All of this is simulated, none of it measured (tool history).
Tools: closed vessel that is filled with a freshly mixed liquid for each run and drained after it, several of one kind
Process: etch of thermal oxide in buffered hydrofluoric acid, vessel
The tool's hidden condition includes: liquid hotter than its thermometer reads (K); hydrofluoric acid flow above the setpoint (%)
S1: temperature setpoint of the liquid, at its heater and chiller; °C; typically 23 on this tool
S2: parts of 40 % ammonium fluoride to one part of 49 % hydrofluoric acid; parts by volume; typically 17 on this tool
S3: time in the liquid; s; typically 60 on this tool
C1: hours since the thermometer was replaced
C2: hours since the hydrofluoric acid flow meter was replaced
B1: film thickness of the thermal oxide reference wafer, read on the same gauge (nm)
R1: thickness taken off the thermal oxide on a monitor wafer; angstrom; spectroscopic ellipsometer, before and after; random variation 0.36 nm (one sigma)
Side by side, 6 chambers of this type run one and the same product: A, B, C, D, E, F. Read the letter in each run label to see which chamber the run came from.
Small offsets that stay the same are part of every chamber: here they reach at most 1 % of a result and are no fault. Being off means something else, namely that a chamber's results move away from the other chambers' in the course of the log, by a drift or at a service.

{"run": "1A", "hour": 8.9, "S1": 23, "S2": 17, "S3": 60, "C1": 2584.6, "C2": 210, "B1": 99.973, "R1": 405.98}
{"hour": 10.2, "done": "chamber C: thermometer replaced"}
{"run": "2E", "hour": 18.2, "S1": 23, "S2": 17, "S3": 60, "C1": 384.9, "C2": 56.8, "B1": 100, "R1": 399.99}
{"run": "3C", "hour": 25.1, "S1": 23, "S2": 17, "S3": 60, "C1": 14.9, "C2": 529, "B1": 99.97, "R1": 403.48}
{"run": "4D", "hour": 36.2, "S1": 23, "S2": 17, "S3": 60, "C1": 477.2, "C2": 528.6, "B1": 100.04, "R1": 413.67}
{"run": "5F", "hour": 48.3, "S1": 23, "S2": 17, "S3": 60, "C1": 1203.9, "C2": 197, "B1": 99.98, "R1": 408.68}
{"run": "6B", "hour": 56.7, "S1": 23, "S2": 17, "S3": 60, "C1": 717, "C2": 1384, "B1": 99.985, "R1": 403.31}
{"run": "7F", "hour": 66.0, "S1": 23, "S2": 17, "S3": 60, "C1": 1221.6, "C2": 214.7, "B1": 99.958, "R1": 404.54}
{"run": "8D", "hour": 71.9, "S1": 23, "S2": 17, "S3": 60, "C1": 512.9, "C2": 564.3, "B1": 99.973, "R1": 411.66}
{"run": "9C", "hour": 82.3, "S1": 23, "S2": 17, "S3": 60, "C1": 72.1, "C2": 586.2, "B1": 100.03, "R1": 408.03}
{"run": "10E", "hour": 89.2, "S1": 23, "S2": 17, "S3": 60, "C1": 455.9, "C2": 127.8, "B1": 100.03, "R1": 397.1}
{"hour": 91.9, "done": "chamber A: thermometer replaced"}
{"run": "11A", "hour": 99.7, "S1": 23, "S2": 17, "S3": 60, "C1": 7.8, "C2": 300.8, "B1": 99.984, "R1": 402.67}
{"run": "12B", "hour": 109.6, "S1": 23, "S2": 17, "S3": 60, "C1": 769.9, "C2": 1436.9, "B1": 100.04, "R1": 403.67}
{"run": "13B", "hour": 120.7, "S1": 23, "S2": 17, "S3": 60, "C1": 781, "C2": 1448, "B1": 100.01, "R1": 409.7}
{"run": "14C", "hour": 130.7, "S1": 23, "S2": 23.5, "S3": 60, "C1": 120.5, "C2": 634.6, "B1": 99.976, "R1": 304.71}
{"run": "15F", "hour": 139.7, "S1": 23, "S2": 23.5, "S3": 60, "C1": 1295.3, "C2": 288.4, "B1": 99.968, "R1": 308.81}
{"run": "16D", "hour": 151.3, "S1": 23, "S2": 23.5, "S3": 60, "C1": 592.3, "C2": 643.7, "B1": 99.961, "R1": 307.66}
{"run": "17E", "hour": 160.7, "S1": 23, "S2": 23.5, "S3": 60, "C1": 527.4, "C2": 199.3, "B1": 99.982, "R1": 309.48}
{"run": "18A", "hour": 168.0, "S1": 23, "S2": 23.5, "S3": 60, "C1": 76.1, "C2": 369.1, "B1": 100, "R1": 311.13}
{"run": "19D", "hour": 176.4, "S1": 23, "S2": 23.5, "S3": 60, "C1": 617.4, "C2": 668.8, "B1": 99.943, "R1": 310}
{"run": "20F", "hour": 187.9, "S1": 23, "S2": 17, "S3": 60, "C1": 1343.5, "C2": 336.6, "B1": 99.993, "R1": 406.51}
{"run": "21C", "hour": 194.9, "S1": 23, "S2": 17, "S3": 60, "C1": 184.7, "C2": 698.8, "B1": 99.972, "R1": 396.26}
{"run": "22A", "hour": 206.1, "S1": 23, "S2": 17, "S3": 60, "C1": 114.2, "C2": 407.2, "B1": 99.996, "R1": 394.75}
{"run": "23B", "hour": 213.8, "S1": 23, "S2": 17, "S3": 60, "C1": 874.1, "C2": 1541.1, "B1": 100.02, "R1": 430.23}
{"run": "24E", "hour": 225.2, "S1": 26, "S2": 17, "S3": 75, "C1": 591.9, "C2": 263.8, "B1": 100, "R1": 594.18}
{"run": "25B", "hour": 231.4, "S1": 26, "S2": 17, "S3": 75, "C1": 891.7, "C2": 1558.7, "B1": 99.959, "R1": 626.3}
{"run": "26C", "hour": 243.0, "S1": 26, "S2": 17, "S3": 75, "C1": 232.8, "C2": 746.9, "B1": 100.04, "R1": 581.56}
{"run": "27A", "hour": 254.2, "S1": 26, "S2": 17, "S3": 75, "C1": 162.3, "C2": 455.3, "B1": 99.951, "R1": 587.62}
{"run": "28E", "hour": 259.6, "S1": 26, "S2": 17, "S3": 75, "C1": 626.3, "C2": 298.2, "B1": 99.994, "R1": 592.86}
{"run": "29F", "hour": 265.1, "S1": 26, "S2": 17, "S3": 75, "C1": 1420.7, "C2": 413.8, "B1": 99.999, "R1": 597.58}
{"run": "30D", "hour": 272.8, "S1": 23, "S2": 17, "S3": 60, "C1": 713.8, "C2": 765.2, "B1": 99.97, "R1": 399.7}
{"run": "31B", "hour": 281.6, "S1": 27.5, "S2": 13, "S3": 60, "C1": 941.9, "C2": 1608.9, "B1": 99.968, "R1": 715.52}
{"run": "32C", "hour": 292.0, "S1": 27.5, "S2": 13, "S3": 60, "C1": 281.8, "C2": 795.9, "B1": 100.04, "R1": 667.68}
{"run": "33D", "hour": 301.7, "S1": 27.5, "S2": 13, "S3": 60, "C1": 742.7, "C2": 794.1, "B1": 99.972, "R1": 671.45}
{"run": "34E", "hour": 308.5, "S1": 27.5, "S2": 13, "S3": 60, "C1": 675.2, "C2": 347.1, "B1": 100.02, "R1": 676.09}
{"hour": 316.5, "done": "chamber D: hydrofluoric acid flow meter replaced"}
{"run": "35A", "hour": 316.8, "S1": 27.5, "S2": 13, "S3": 60, "C1": 224.9, "C2": 517.9, "B1": 100.02, "R1": 664.58}
{"run": "36F", "hour": 323.4, "S1": 27.5, "S2": 13, "S3": 60, "C1": 1479, "C2": 472.1, "B1": 99.982, "R1": 679.58}
{"run": "37B", "hour": 331.8, "S1": 23, "S2": 17, "S3": 60, "C1": 992.1, "C2": 1659.1, "B1": 99.982, "R1": 439.16}
{"run": "38F", "hour": 338.4, "S1": 23, "S2": 17, "S3": 60, "C1": 1494, "C2": 487.1, "B1": 100.04, "R1": 406.07}
{"run": "39C", "hour": 344.0, "S1": 23, "S2": 17, "S3": 50, "C1": 333.8, "C2": 847.9, "B1": 99.997, "R1": 329.87}
{"run": "40D", "hour": 355.2, "S1": 23, "S2": 17, "S3": 50, "C1": 796.2, "C2": 38.8, "B1": 100.03, "R1": 338.63}

Does one chamber stand apart from the rest, does the shared gauge drift, or is all well apart from small per-chamber offsets? Give the chamber and the most likely cause, where there is one.

Little by little, chamber B moves away from the other chambers.
Most likely cause: liquid hotter than its thermometer reads (K) = 1.84.
With only this log, it may be confused with: hydrofluoric acid flow above the setpoint (%).

Chamber B could run next with any of the 4 candidate recipes listed below; each alters the usual settings, and their results appear as question marks. Which one brings its results back in line with what the other chambers deliver on the usual settings?
Maximum distance from the other chambers' mean on the usual settings for a result to count as in line: R1 12 angstrom
{"run": "41B-1", "hour": 364.0, "S1": 24, "S2": 17, "S3": 60, "R1": "?"}
{"run": "41B-2", "hour": 364.0, "S1": 22.5, "S2": 18.5, "S3": 60, "R1": "?"}
{"run": "41B-3", "hour": 364.0, "S1": 22, "S2": 17, "S3": 60, "R1": "?"}
{"run": "41B-4", "hour": 364.0, "S1": 23.5, "S2": 17, "S3": 65, "R1": "?"}

The other chambers' mean on the usual settings: R1 403.4 angstrom
run=41B-1 R1=472.09
run=41B-2 R1=400.1
run=41B-3 R1=422.98
run=41B-4 R1=497.78
The right change is 41B-2: it brings the chamber back within the allowed miss of the others.
